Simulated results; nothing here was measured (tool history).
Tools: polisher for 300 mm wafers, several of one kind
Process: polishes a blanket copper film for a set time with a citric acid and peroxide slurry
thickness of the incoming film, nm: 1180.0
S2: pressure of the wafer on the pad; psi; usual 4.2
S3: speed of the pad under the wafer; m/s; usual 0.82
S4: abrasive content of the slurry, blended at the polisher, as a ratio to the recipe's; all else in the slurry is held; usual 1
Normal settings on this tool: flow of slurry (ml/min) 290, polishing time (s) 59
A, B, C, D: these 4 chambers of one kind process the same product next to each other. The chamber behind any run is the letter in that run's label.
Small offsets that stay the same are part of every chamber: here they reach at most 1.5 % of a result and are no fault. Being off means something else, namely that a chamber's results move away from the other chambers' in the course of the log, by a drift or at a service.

-- day=0.029 chamber D: slurry nozzle cleaned
-- day=0.167 chamber B: worn pad replaced by a new one
run 1C day=0.262 | flow_of_slurry_(ml/min)=290 S2=4.2 S3=0.82 S4=1 polishing_time_(s)=59 | film_removed_(angstrom)=1306.2
-- day=0.367 chamber D: worn pad replaced by a new one
run 2B day=0.512 | flow_of_slurry_(ml/min)=290 S2=4.2 S3=0.82 S4=1 polishing_time_(s)=59 | film_removed_(angstrom)=1328.8
-- day=0.662 chamber A: worn pad replaced by a new one
run 3A day=0.667 | flow_of_slurry_(ml/min)=290 S2=4.2 S3=0.82 S4=1 polishing_time_(s)=59 | film_removed_(angstrom)=1304.8
run 4D day=0.883 | flow_of_slurry_(ml/min)=290 S2=4.2 S3=0.82 S4=1 polishing_time_(s)=59 | film_removed_(angstrom)=1314.2
-- day=1.008 chamber A: slurry nozzle cleaned
run 5A day=1.142 | flow_of_slurry_(ml/min)=290 S2=4.2 S3=0.82 S4=1 polishing_time_(s)=59 | film_removed_(angstrom)=1300
-- day=1.367 chamber B: slurry nozzle cleaned
run 6D day=1.388 | flow_of_slurry_(ml/min)=290 S2=4.2 S3=0.82 S4=1 polishing_time_(s)=59 | film_removed_(angstrom)=1318
run 7B day=1.704 | flow_of_slurry_(ml/min)=290 S2=4.2 S3=0.82 S4=1 polishing_time_(s)=59 | film_removed_(angstrom)=1312.6
run 8C day=1.875 | flow_of_slurry_(ml/min)=290 S2=4.2 S3=0.82 S4=1 polishing_time_(s)=59 | film_removed_(angstrom)=1308.3
run 9B day=2.167 | flow_of_slurry_(ml/min)=290 S2=4.2 S3=0.82 S4=1 polishing_time_(s)=59 | film_removed_(angstrom)=1325.3
-- day=2.204 chamber C: slurry nozzle cleaned
run 10C day=2.471 | flow_of_slurry_(ml/min)=290 S2=4.2 S3=0.82 S4=1 polishing_time_(s)=59 | film_removed_(angstrom)=1343.5
-- day=2.604 chamber C: worn pad replaced by a new one
run 11A day=2.629 | flow_of_slurry_(ml/min)=290 S2=4.2 S3=0.82 S4=1 polishing_time_(s)=59 | film_removed_(angstrom)=1325.2
run 12D day=2.971 | flow_of_slurry_(ml/min)=290 S2=4.2 S3=0.82 S4=1 polishing_time_(s)=59 | film_removed_(angstrom)=1318
run 13A day=3.308 | flow_of_slurry_(ml/min)=290 S2=4.2 S3=0.82 S4=1 polishing_time_(s)=59 | film_removed_(angstrom)=1321.4
-- day=3.321 chamber D: worn pad replaced by a new one
run 14D day=3.638 | flow_of_slurry_(ml/min)=380 S2=4.2 S3=0.82 S4=0.7 polishing_time_(s)=59 | film_removed_(angstrom)=1256.7
run 15B day=3.954 | flow_of_slurry_(ml/min)=380 S2=4.2 S3=0.82 S4=0.7 polishing_time_(s)=59 | film_removed_(angstrom)=1242
run 16C day=4.296 | flow_of_slurry_(ml/min)=380 S2=4.2 S3=0.82 S4=0.7 polishing_time_(s)=59 | film_removed_(angstrom)=1271.9
-- day=4.329 chamber A: worn pad replaced by a new one
run 17C day=4.646 | flow_of_slurry_(ml/min)=380 S2=4.2 S3=0.82 S4=0.7 polishing_time_(s)=59 | film_removed_(angstrom)=1258.8
run 18D day=4.85 | flow_of_slurry_(ml/min)=290 S2=4.2 S3=0.82 S4=1 polishing_time_(s)=59 | film_removed_(angstrom)=1324.3
-- day=4.988 chamber B: worn pad replaced by a new one
run 19A day=5.188 | flow_of_slurry_(ml/min)=290 S2=4.2 S3=0.82 S4=1 polishing_time_(s)=59 | film_removed_(angstrom)=1302.4
run 20B day=5.479 | flow_of_slurry_(ml/min)=290 S2=4.2 S3=0.82 S4=1 polishing_time_(s)=59 | film_removed_(angstrom)=1318.3
run 21A day=5.833 | flow_of_slurry_(ml/min)=290 S2=4.2 S3=0.82 S4=1 polishing_time_(s)=59 | film_removed_(angstrom)=1322.5
run 22D day=6.188 | flow_of_slurry_(ml/min)=290 S2=4.2 S3=0.82 S4=1 polishing_time_(s)=59 | film_removed_(angstrom)=1305.7
-- day=6.358 chamber D: worn pad replaced by a new one
run 23B day=6.404 | flow_of_slurry_(ml/min)=290 S2=4.2 S3=0.82 S4=1 polishing_time_(s)=59 | film_removed_(angstrom)=1329.5
run 24C day=6.583 | flow_of_slurry_(ml/min)=290 S2=4.2 S3=0.82 S4=1 polishing_time_(s)=59 | film_removed_(angstrom)=1339.4
-- day=6.671 chamber A: slurry blender recalibrated
run 25B day=6.833 | flow_of_slurry_(ml/min)=290 S2=4.2 S3=0.82 S4=1 polishing_time_(s)=59 | film_removed_(angstrom)=1318.4
run 26C day=7.104 | flow_of_slurry_(ml/min)=290 S2=4.2 S3=0.82 S4=1 polishing_time_(s)=59 | film_removed_(angstrom)=1336.8
run 27D day=7.417 | flow_of_slurry_(ml/min)=290 S2=4.2 S3=0.82 S4=1 polishing_time_(s)=59 | film_removed_(angstrom)=1315.4
run 28A day=7.604 | flow_of_slurry_(ml/min)=290 S2=4.2 S3=0.82 S4=1 polishing_time_(s)=59 | film_removed_(angstrom)=1311.3
run 29A day=7.946 | flow_of_slurry_(ml/min)=240 S2=4.2 S3=0.82 S4=1 polishing_time_(s)=59 | film_removed_(angstrom)=1297.8

Next, every chamber runs the same settings. What will each give?
run 30A day=8.204 | flow_of_slurry_(ml/min)=290 S2=4.2 S3=0.82 S4=1 polishing_time_(s)=38 | film_removed_(angstrom)=?
run 30B day=8.204 | flow_of_slurry_(ml/min)=290 S2=4.2 S3=0.82 S4=1 polishing_time_(s)=38 | film_removed_(angstrom)=?
run 30C day=8.204 | flow_of_slurry_(ml/min)=290 S2=4.2 S3=0.82 S4=1 polishing_time_(s)=38 | film_removed_(angstrom)=?
run 30D day=8.204 | flow_of_slurry_(ml/min)=290 S2=4.2 S3=0.82 S4=1 polishing_time_(s)=38 | film_removed_(angstrom)=?

run=30A film_removed_(angstrom)=841.49
run=30B film_removed_(angstrom)=845.99
run=30C film_removed_(angstrom)=862.57
run=30D film_removed_(angstrom)=848.36
